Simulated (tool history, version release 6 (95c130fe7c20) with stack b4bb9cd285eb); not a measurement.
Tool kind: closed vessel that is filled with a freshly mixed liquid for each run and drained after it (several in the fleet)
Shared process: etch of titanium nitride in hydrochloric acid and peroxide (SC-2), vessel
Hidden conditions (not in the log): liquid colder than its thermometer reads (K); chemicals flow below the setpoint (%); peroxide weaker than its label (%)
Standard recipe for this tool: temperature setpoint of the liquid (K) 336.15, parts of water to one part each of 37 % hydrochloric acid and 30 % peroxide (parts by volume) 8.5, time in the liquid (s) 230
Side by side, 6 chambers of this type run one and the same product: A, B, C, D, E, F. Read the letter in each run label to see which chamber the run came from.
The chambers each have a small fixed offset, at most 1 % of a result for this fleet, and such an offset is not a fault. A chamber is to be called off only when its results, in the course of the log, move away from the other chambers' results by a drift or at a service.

| run | day | temperature setpoint of the liquid (K) | parts of water to one part each of 37 % hydrochloric acid and 30 % peroxide (parts by volume) | time in the liquid (s) | hours since the thermometer was replaced | hours since the chemicals flow meter was replaced | hours since the drum of peroxide was connected | read-back film thickness of the titanium nitride reference wafer, read on the same gauge (nm) | thickness taken off the titanium nitride on a monitor wafer (nm) |
|---|---|---|---|---|---|---|---|---|---|
| 1F | 0.208 | 336.15 | 8.5 | 230 | 2174.4 | 591.1 | 179.3 | 140.00 | 24.640 |
| 2B | 0.362 | 336.15 | 8.5 | 230 | 1541.7 | 1121.7 | 37.7 | 140.00 | 23.843 |
| 3D | 0.512 | 336.15 | 8.5 | 230 | 97.7 | 401.9 | 158.8 | 140.00 | 24.488 |
| 4E | 0.717 | 336.15 | 8.5 | 230 | 1455.7 | 398.2 | 567.2 | 140.01 | 24.155 |
| 5C | 0.846 | 336.15 | 8.5 | 230 | 696.6 | 1419.8 | 310.6 | 140.02 | 24.279 |
| 6A | 0.979 | 336.15 | 8.5 | 230 | 933.7 | 134.4 | 174.0 | 140.00 | 24.646 |
| 7D | 1.150 | 336.15 | 8.5 | 230 | 113.0 | 417.2 | 174.1 | 140.00 | 24.607 |
| 8E | 1.354 | 326.65 | 5.0 | 230 | 1471.0 | 413.5 | 582.5 | 139.99 | 19.944 |
| 9C | 1.558 | 326.65 | 5.0 | 230 | 713.7 | 1436.9 | 327.7 | 140.00 | 19.094 |
| 10F | 1.679 | 326.65 | 5.0 | 230 | 2209.7 | 626.4 | 214.6 | 139.99 | 19.717 |
| 11B | 1.892 | 326.65 | 5.0 | 230 | 1578.4 | 1158.4 | 74.4 | 140.00 | 20.284 |
| 12A | 2.092 | 326.65 | 5.0 | 230 | 960.4 | 161.1 | 200.7 | 139.98 | 20.049 |
| 13D | 2.325 | 326.65 | 5.0 | 230 | 141.2 | 445.4 | 202.3 | 140.01 | 19.993 |
| 14C | 2.492 | 336.15 | 8.5 | 230 | 736.1 | 1459.3 | 350.1 | 140.00 | 23.997 |
| 15A | 2.658 | 336.15 | 8.5 | 230 | 974.0 | 174.7 | 214.3 | 140.01 | 24.419 |
| 16B | 2.817 | 336.15 | 8.5 | 230 | 1600.6 | 1180.6 | 96.6 | 140.01 | 23.868 |
| 17E | 3.012 | 336.15 | 8.5 | 230 | 1510.8 | 453.3 | 622.3 | 140.00 | 24.126 |
| 18F | 3.225 | 336.15 | 8.5 | 230 | 2246.8 | 663.5 | 251.7 | 140.01 | 23.940 |
| 19F | 3.404 | 336.15 | 8.5 | 230 | 2251.1 | 667.8 | 256.0 | 139.98 | 23.666 |
| 20A | 3.629 | 336.15 | 8.5 | 230 | 997.3 | 198.0 | 237.6 | 140.01 | 23.942 |
| 21D | 3.779 | 336.15 | 8.5 | 230 | 176.1 | 480.3 | 237.2 | 140.00 | 24.324 |
| 22E | 3.938 | 336.15 | 8.5 | 230 | 1533.0 | 475.5 | 644.5 | 139.99 | 23.917 |
| 23C | 4.171 | 336.15 | 8.5 | 230 | 776.4 | 1499.6 | 390.4 | 140.02 | 24.079 |
| 24B | 4.275 | 336.15 | 8.5 | 230 | 1635.6 | 1215.6 | 131.6 | 140.01 | 24.318 |
| 25F | 4.442 | 336.15 | 8.5 | 230 | 2276.0 | 692.7 | 280.9 | 140.00 | 23.796 |
| 26E | 4.612 | 336.15 | 8.5 | 230 | 1549.2 | 491.7 | 660.7 | 140.00 | 24.277 |
| 27A | 4.792 | 336.15 | 8.5 | 230 | 1025.2 | 225.9 | 265.5 | 140.01 | 24.068 |
| 28C | 5.004 | 336.15 | 8.5 | 230 | 796.4 | 1519.6 | 410.4 | 140.01 | 24.045 |
| 29B | 5.125 | 336.15 | 8.5 | 230 | 1656.0 | 1236.0 | 152.0 | 140.01 | 24.140 |
| 30D | 5.262 | 336.15 | 8.5 | 230 | 211.7 | 515.9 | 272.8 | 140.00 | 24.423 |
| 31D | 5.488 | 336.15 | 8.5 | 230 | 217.1 | 521.3 | 278.2 | 140.00 | 24.410 |
| 32F | 5.692 | 336.15 | 8.5 | 230 | 2306.0 | 722.7 | 310.9 | 139.99 | 23.527 |
| 33A | 5.854 | 336.15 | 8.5 | 230 | 1050.7 | 251.4 | 291.0 | 140.00 | 24.254 |
| 34E | 5.971 | 336.15 | 8.5 | 230 | 1581.8 | 524.3 | 693.3 | 140.00 | 24.087 |
| 35B | 6.088 | 336.15 | 8.5 | 230 | 1679.1 | 1259.1 | 175.1 | 140.01 | 24.135 |
| 36C | 6.229 | 336.15 | 8.5 | 230 | 825.8 | 1549.0 | 439.8 | 139.99 | 24.000 |
| 37B | 6.417 | 336.15 | 8.5 | 230 | 1687.0 | 1267.0 | 183.0 | 140.01 | 23.766 |
| 38E | 6.533 | 336.15 | 8.5 | 230 | 1595.3 | 537.8 | 706.8 | 140.00 | 23.698 |
| 39D | 6.667 | 336.15 | 12.5 | 230 | 245.4 | 549.6 | 306.5 | 139.98 | 17.611 |
| 40A | 6.854 | 336.15 | 12.5 | 230 | 1074.7 | 275.4 | 315.0 | 140.00 | 17.296 |

All chambers now run identical settings, listed one chamber a line with results as question marks. What results will each chamber show?
| 41A | 7.021 | 336.15 | 8.5 | 230 |  |  |  |  | ? |
| 41B | 7.021 | 336.15 | 8.5 | 230 |  |  |  |  | ? |
| 41C | 7.021 | 336.15 | 8.5 | 230 |  |  |  |  | ? |
| 41D | 7.021 | 336.15 | 8.5 | 230 |  |  |  |  | ? |
| 41E | 7.021 | 336.15 | 8.5 | 230 |  |  |  |  | ? |
| 41F | 7.021 | 336.15 | 8.5 | 230 |  |  |  |  | ? |

| run | thickness taken off the titanium nitride on a monitor wafer (nm) |
|---|---|
| 41A | 24.693 |
| 41B | 24.468 |
| 41C | 24.189 |
| 41D | 24.015 |
| 41E | 24.288 |
| 41F | 22.774 |

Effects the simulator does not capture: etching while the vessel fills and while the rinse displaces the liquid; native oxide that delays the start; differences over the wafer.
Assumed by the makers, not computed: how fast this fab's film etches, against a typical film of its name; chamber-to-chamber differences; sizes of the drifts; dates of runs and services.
